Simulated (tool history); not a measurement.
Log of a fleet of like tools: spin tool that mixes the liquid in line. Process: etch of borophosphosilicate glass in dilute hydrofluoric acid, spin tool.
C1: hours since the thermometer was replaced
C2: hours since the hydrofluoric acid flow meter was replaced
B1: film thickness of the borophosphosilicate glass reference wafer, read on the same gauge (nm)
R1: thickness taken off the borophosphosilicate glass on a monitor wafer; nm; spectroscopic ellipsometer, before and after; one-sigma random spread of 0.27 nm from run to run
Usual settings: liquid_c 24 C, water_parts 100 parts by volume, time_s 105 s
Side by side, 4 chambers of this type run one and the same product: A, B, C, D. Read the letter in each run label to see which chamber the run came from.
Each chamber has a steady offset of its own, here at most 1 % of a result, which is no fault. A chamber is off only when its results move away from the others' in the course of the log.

run 1A hour=5.6 | liquid_c=24 water_parts=100 time_s=105 | C1=700.8 C2=1263.1 | B1=100.01 | R1=53.995
run 2D hour=11.4 | liquid_c=24 water_parts=100 time_s=105 | C1=200.4 C2=650.3 | B1=99.998 | R1=54.508
run 3C hour=14.7 | liquid_c=24 water_parts=100 time_s=105 | C1=970 C2=1314.8 | B1=100 | R1=53.877
run 4B hour=18.1 | liquid_c=24 water_parts=100 time_s=105 | C1=1150.1 C2=591.4 | B1=100.03 | R1=54.672
run 5A hour=24 | liquid_c=24 water_parts=100 time_s=105 | C1=719.2 C2=1281.5 | B1=99.983 | R1=54.313
run 6C hour=28.5 | liquid_c=24 water_parts=100 time_s=105 | C1=983.8 C2=1328.6 | B1=99.957 | R1=54.094
run 7D hour=32.2 | liquid_c=24 water_parts=100 time_s=105 | C1=221.2 C2=671.1 | B1=100.03 | R1=54.091
-- hour=34.4 chamber C: hydrofluoric acid flow meter replaced
run 8B hour=37.6 | liquid_c=24 water_parts=135 time_s=45 | C1=1169.6 C2=610.9 | B1=99.999 | R1=16.541
run 9C hour=42.6 | liquid_c=24 water_parts=135 time_s=45 | C1=997.9 C2=8.3 | B1=99.991 | R1=16.246
run 10B hour=46 | liquid_c=24 water_parts=135 time_s=45 | C1=1178 C2=619.3 | B1=100.01 | R1=16.517
run 11A hour=51.2 | liquid_c=24 water_parts=135 time_s=45 | C1=746.4 C2=1308.7 | B1=99.998 | R1=16.574
run 12D hour=57.7 | liquid_c=24 water_parts=100 time_s=105 | C1=246.7 C2=696.6 | B1=99.998 | R1=55.069
run 13B hour=62.5 | liquid_c=24 water_parts=100 time_s=105 | C1=1194.5 C2=635.8 | B1=100.02 | R1=54.485
run 14A hour=66.1 | liquid_c=24 water_parts=100 time_s=105 | C1=761.3 C2=1323.6 | B1=100.02 | R1=53.887
run 15D hour=70.7 | liquid_c=24 water_parts=100 time_s=105 | C1=259.7 C2=709.6 | B1=100 | R1=54.598
-- hour=76 chamber D: hydrofluoric acid flow meter replaced
run 16C hour=77.3 | liquid_c=24 water_parts=100 time_s=105 | C1=1032.6 C2=43 | B1=99.985 | R1=54.146
run 17C hour=82.4 | liquid_c=24 water_parts=100 time_s=105 | C1=1037.7 C2=48.1 | B1=99.991 | R1=53.547
run 18A hour=88.5 | liquid_c=24 water_parts=100 time_s=105 | C1=783.7 C2=1346 | B1=100.02 | R1=54.228
run 19D hour=95 | liquid_c=24 water_parts=100 time_s=105 | C1=284 C2=19 | B1=100.01 | R1=54.524
run 20B hour=99.2 | liquid_c=24 water_parts=100 time_s=105 | C1=1231.2 C2=672.5 | B1=99.999 | R1=54.084
run 21A hour=103.1 | liquid_c=24 water_parts=100 time_s=105 | C1=798.3 C2=1360.6 | B1=100.01 | R1=54.039
run 22D hour=110.3 | liquid_c=24 water_parts=100 time_s=105 | C1=299.3 C2=34.3 | B1=100.01 | R1=54.32
run 23B hour=116.2 | liquid_c=24 water_parts=100 time_s=105 | C1=1248.2 C2=689.5 | B1=99.98 | R1=54.298
run 24C hour=120.1 | liquid_c=24 water_parts=100 time_s=105 | C1=1075.4 C2=85.8 | B1=99.987 | R1=53.928
run 25C hour=124.5 | liquid_c=24 water_parts=100 time_s=105 | C1=1079.8 C2=90.2 | B1=100 | R1=53.781
run 26B hour=129.8 | liquid_c=24 water_parts=100 time_s=105 | C1=1261.8 C2=703.1 | B1=100.01 | R1=54.267
run 27D hour=135.4 | liquid_c=24 water_parts=100 time_s=105 | C1=324.4 C2=59.4 | B1=99.974 | R1=53.839
run 28A hour=139.4 | liquid_c=24 water_parts=100 time_s=105 | C1=834.6 C2=1396.9 | B1=100.01 | R1=53.744
run 29D hour=143.9 | liquid_c=24 water_parts=100 time_s=65 | C1=332.9 C2=67.9 | B1=100.02 | R1=33.717
run 30B hour=150.4 | liquid_c=24 water_parts=100 time_s=65 | C1=1282.4 C2=723.7 | B1=99.993 | R1=33.246
run 31C hour=156.2 | liquid_c=24 water_parts=100 time_s=65 | C1=1111.5 C2=121.9 | B1=100 | R1=33.424
run 32A hour=160 | liquid_c=24 water_parts=100 time_s=65 | C1=855.2 C2=1417.5 | B1=100.02 | R1=33.138
run 33B hour=163.9 | liquid_c=24 water_parts=100 time_s=105 | C1=1295.9 C2=737.2 | B1=100.03 | R1=54.545
run 34C hour=169.8 | liquid_c=24 water_parts=100 time_s=105 | C1=1125.1 C2=135.5 | B1=99.974 | R1=53.855
run 35D hour=176.8 | liquid_c=24 water_parts=100 time_s=105 | C1=365.8 C2=100.8 | B1=100.01 | R1=53.04
run 36A hour=183.6 | liquid_c=24 water_parts=55 time_s=45 | C1=878.8 C2=1441.1 | B1=99.989 | R1=43.892
run 37C hour=188.7 | liquid_c=24 water_parts=55 time_s=45 | C1=1144 C2=154.4 | B1=100.02 | R1=45.287
run 38D hour=195.6 | liquid_c=24 water_parts=55 time_s=45 | C1=384.6 C2=119.6 | B1=100.02 | R1=43.083
run 39A hour=201.3 | liquid_c=24 water_parts=55 time_s=45 | C1=896.5 C2=1458.8 | B1=100 | R1=43.459

All chambers now run identical settings, listed one chamber a line with results as question marks. What results will each chamber show?
run 40A hour=206.4 | liquid_c=21.5 water_parts=100 time_s=105 | R1=?
run 40B hour=206.4 | liquid_c=21.5 water_parts=100 time_s=105 | R1=?
run 40C hour=206.4 | liquid_c=21.5 water_parts=100 time_s=105 | R1=?
run 40D hour=206.4 | liquid_c=21.5 water_parts=100 time_s=105 | R1=?

run=40A R1=48.635
run=40B R1=49.274
run=40C R1=48.791
run=40D R1=47.819

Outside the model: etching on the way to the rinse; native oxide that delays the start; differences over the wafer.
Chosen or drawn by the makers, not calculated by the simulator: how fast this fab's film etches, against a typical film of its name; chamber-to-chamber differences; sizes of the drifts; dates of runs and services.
